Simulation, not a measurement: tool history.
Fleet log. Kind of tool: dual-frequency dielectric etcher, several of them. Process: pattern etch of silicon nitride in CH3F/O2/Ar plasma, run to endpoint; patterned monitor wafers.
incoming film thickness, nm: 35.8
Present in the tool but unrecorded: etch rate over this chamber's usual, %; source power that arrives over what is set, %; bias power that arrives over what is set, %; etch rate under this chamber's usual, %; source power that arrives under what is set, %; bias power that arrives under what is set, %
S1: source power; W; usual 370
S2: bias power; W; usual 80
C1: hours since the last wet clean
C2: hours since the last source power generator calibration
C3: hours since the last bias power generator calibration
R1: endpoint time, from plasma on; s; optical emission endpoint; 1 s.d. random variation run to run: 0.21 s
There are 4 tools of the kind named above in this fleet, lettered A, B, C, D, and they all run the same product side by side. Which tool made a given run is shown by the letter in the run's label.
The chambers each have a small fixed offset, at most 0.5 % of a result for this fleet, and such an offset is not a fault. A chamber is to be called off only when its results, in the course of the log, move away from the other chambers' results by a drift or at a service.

run,hour,S1,S2,C1,C2,C3,R1
1B,8.6,370,80,259.9,987.3,1387,51.196
2D,15.7,370,80,296,628,1299.9,51.619
3A,25.5,370,80,323.1,1556.3,1864.1,51.552
4C,35.2,370,80,183.9,439.1,1213.1,51.571
5B,42.9,370,80,294.2,1021.6,1421.3,51.438
# hour 50.9: chamber A: source power generator calibrated
6D,54.8,370,80,335.1,667.1,1339,51.465
7A,63.6,370,80,361.2,12.7,1902.2,51.429
8C,73.8,370,80,222.5,477.7,1251.7,51.33
9D,85.3,430,80,365.6,697.6,1369.5,48.43
10B,93.2,430,80,344.5,1071.9,1471.6,48.371
11C,103.8,430,80,252.5,507.7,1281.7,48.609
12A,114.9,430,80,412.5,64,1953.5,47.828
13A,124.4,410,90,422,73.5,1963,47.264
14D,130.9,410,90,411.2,743.2,1415.1,47.334
15B,138.2,410,90,389.5,1116.9,1516.6,47.333
16C,146,410,90,294.7,549.9,1323.9,47.259
17C,156,370,80,304.7,559.9,1333.9,51.668
18B,163,370,98,414.3,1141.7,1541.4,47.987
19A,169.3,370,98,466.9,118.4,2007.9,47.891
20D,176.3,370,98,456.6,788.6,1460.5,47.754
21B,183.7,370,98,435,1162.4,1562.1,47.859
22A,195.6,420,80,493.2,144.7,2034.2,48.827
23C,206.6,420,80,355.3,610.5,1384.5,49.246
# hour 209.4: chamber B: wet clean of the chamber
24D,216.4,420,80,496.7,828.7,1500.6,49.027
25D,222.7,420,80,503,835,1506.9,49.088
26B,232.6,370,80,23.2,1211.3,1611,53.165
27C,242.7,370,80,391.4,646.6,1420.6,51.331
28A,251.8,370,80,549.4,200.9,2090.4,50.825
29C,257.6,370,80,406.3,661.5,1435.5,51.07
# hour 260.1: chamber C: bias power generator calibrated
30A,264,370,80,561.6,213.1,2102.6,50.915
31B,269.5,290,89,60.1,1248.2,1647.9,55.37
# hour 269.7: chamber A: wet clean of the chamber
32D,279.1,290,89,559.4,891.4,1563.3,53.951
33A,286.3,290,89,16.6,235.4,2124.9,53.979
34B,295.3,290,89,85.9,1274,1673.7,55.648
35C,303.9,370,80,452.6,707.8,43.9,51.693
# hour 305.9: chamber D: wet clean of the chamber
36D,314,370,80,8.2,926.3,1598.2,51.327
37C,324.9,370,80,473.6,728.8,64.9,51.246
38B,334.5,370,80,125.1,1313.2,1712.9,52.682
39D,345.6,370,80,39.8,957.9,1629.8,51.172
40A,352.5,370,80,82.8,301.6,2191.1,51.23
41A,363.6,430,69,93.9,312.7,2202.2,51.111
42C,370.7,430,69,519.4,774.6,110.7,50.748
43B,380.4,430,69,171,1359.1,1758.8,52.52

The same settings go to every chamber for the next run, one line per chamber below. Forecast the results for each:
44A,389.1,370,80,,,,?
44B,389.1,370,80,,,,?
44C,389.1,370,80,,,,?
44D,389.1,370,80,,,,?

run,R1
44A,51.084
44B,53.038
44C,51.591
44D,51.373
